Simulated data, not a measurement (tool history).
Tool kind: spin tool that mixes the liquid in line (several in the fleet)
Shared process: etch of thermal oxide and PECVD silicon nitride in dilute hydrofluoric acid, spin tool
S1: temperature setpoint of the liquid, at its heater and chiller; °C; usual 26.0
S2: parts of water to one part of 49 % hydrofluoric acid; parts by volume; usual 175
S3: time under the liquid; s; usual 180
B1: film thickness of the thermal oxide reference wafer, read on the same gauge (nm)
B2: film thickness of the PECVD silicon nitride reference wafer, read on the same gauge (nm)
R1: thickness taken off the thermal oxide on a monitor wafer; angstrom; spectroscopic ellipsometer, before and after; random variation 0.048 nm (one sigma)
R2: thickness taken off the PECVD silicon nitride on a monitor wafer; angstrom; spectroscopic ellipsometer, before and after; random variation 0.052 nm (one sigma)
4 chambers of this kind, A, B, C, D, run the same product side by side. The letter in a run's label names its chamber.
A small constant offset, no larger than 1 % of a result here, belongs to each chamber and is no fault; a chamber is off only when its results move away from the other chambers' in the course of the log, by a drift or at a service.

run,day,S1,S2,S3,B1,B2,R1,R2
1D,0.283,26.0,175,180,149.99,149.97,48.724,66.894
2A,0.433,26.0,175,180,149.98,150.03,48.376,66.861
3C,0.596,26.0,175,180,150.03,150.02,47.872,66.890
4B,0.900,26.0,175,180,150.00,150.01,49.003,66.664
5B,1.188,26.0,175,180,150.01,150.03,47.789,67.420
# day 1.288: chamber D: hydrofluoric acid flow meter replaced
6D,1.421,26.0,175,180,150.00,149.99,47.678,66.131
7A,1.667,26.0,175,180,150.03,150.02,47.535,66.560
8C,1.896,21.5,175,180,150.00,150.00,40.709,50.774
9C,2.192,21.5,175,180,150.00,149.97,41.029,50.090
10D,2.467,21.5,175,180,150.02,150.05,40.066,49.738
11A,2.762,21.5,175,180,149.99,150.00,39.556,50.224
12B,3.033,26.0,175,180,149.96,150.01,49.767,69.888
13C,3.179,26.0,175,180,150.04,150.01,47.949,66.623
14B,3.400,26.0,175,180,150.00,150.01,49.838,70.873
15D,3.554,26.0,175,180,150.01,150.01,48.212,66.496
16A,3.771,26.0,175,180,150.02,150.00,47.560,66.632
17D,4.021,26.0,175,180,149.99,150.00,48.704,65.949
18A,4.238,26.0,175,180,150.01,149.99,48.007,65.565
19C,4.462,26.0,175,180,149.99,150.00,48.525,67.726
20B,4.662,30.5,230,180,150.01,150.00,42.666,73.620
# day 4.838: chamber B: hydrofluoric acid flow meter replaced
21D,4.858,30.5,230,180,149.98,150.00,39.564,66.470
22B,5.062,30.5,230,180,149.99,150.01,42.523,73.311
23A,5.367,30.5,230,180,150.00,150.01,40.025,65.985
24C,5.500,26.0,175,180,149.98,150.01,48.052,66.734
25B,5.692,26.0,175,180,150.02,149.97,51.792,75.695
26D,6.000,21.5,175,180,149.98,150.00,40.471,49.285
27A,6.208,21.5,175,180,150.04,149.97,40.179,49.628
28C,6.346,21.5,175,180,150.03,150.02,40.765,50.735
29D,6.571,21.5,175,180,149.97,150.00,40.938,49.963

Is one chamber out of step, is the gauge drifting, or do the chambers differ by no more than their own small offsets? For an off chamber, give its letter and the likeliest cause.

Chamber B drifts away from the others.
Cause: liquid hotter than its thermometer reads (K) = 2.45.

Chamber B could run next with any of the 4 candidate recipes listed below; each alters the usual settings, and their results appear as question marks. Which one brings its results back in line with what the other chambers deliver on the usual settings?
In line means no further than this from the other chambers' mean on the usual settings: R1 1.700 angstrom; R2 1.800 angstrom
30B-1,6.792,28.0,185,195,,,?,?
30B-2,6.792,24.0,165,165,,,?,?
30B-3,6.792,25.0,170,175,,,?,?
30B-4,6.792,27.0,180,185,,,?,?

On the usual settings, the other chambers give on average: R1 48.052 angstrom; R2 66.599 angstrom
run,R1,R2
30B-1,56.792,89.166
30B-2,47.686,65.959
30B-3,50.669,72.373
30B-4,53.773,81.830
The right change is 30B-2: it brings the chamber back within the allowed miss of the others.
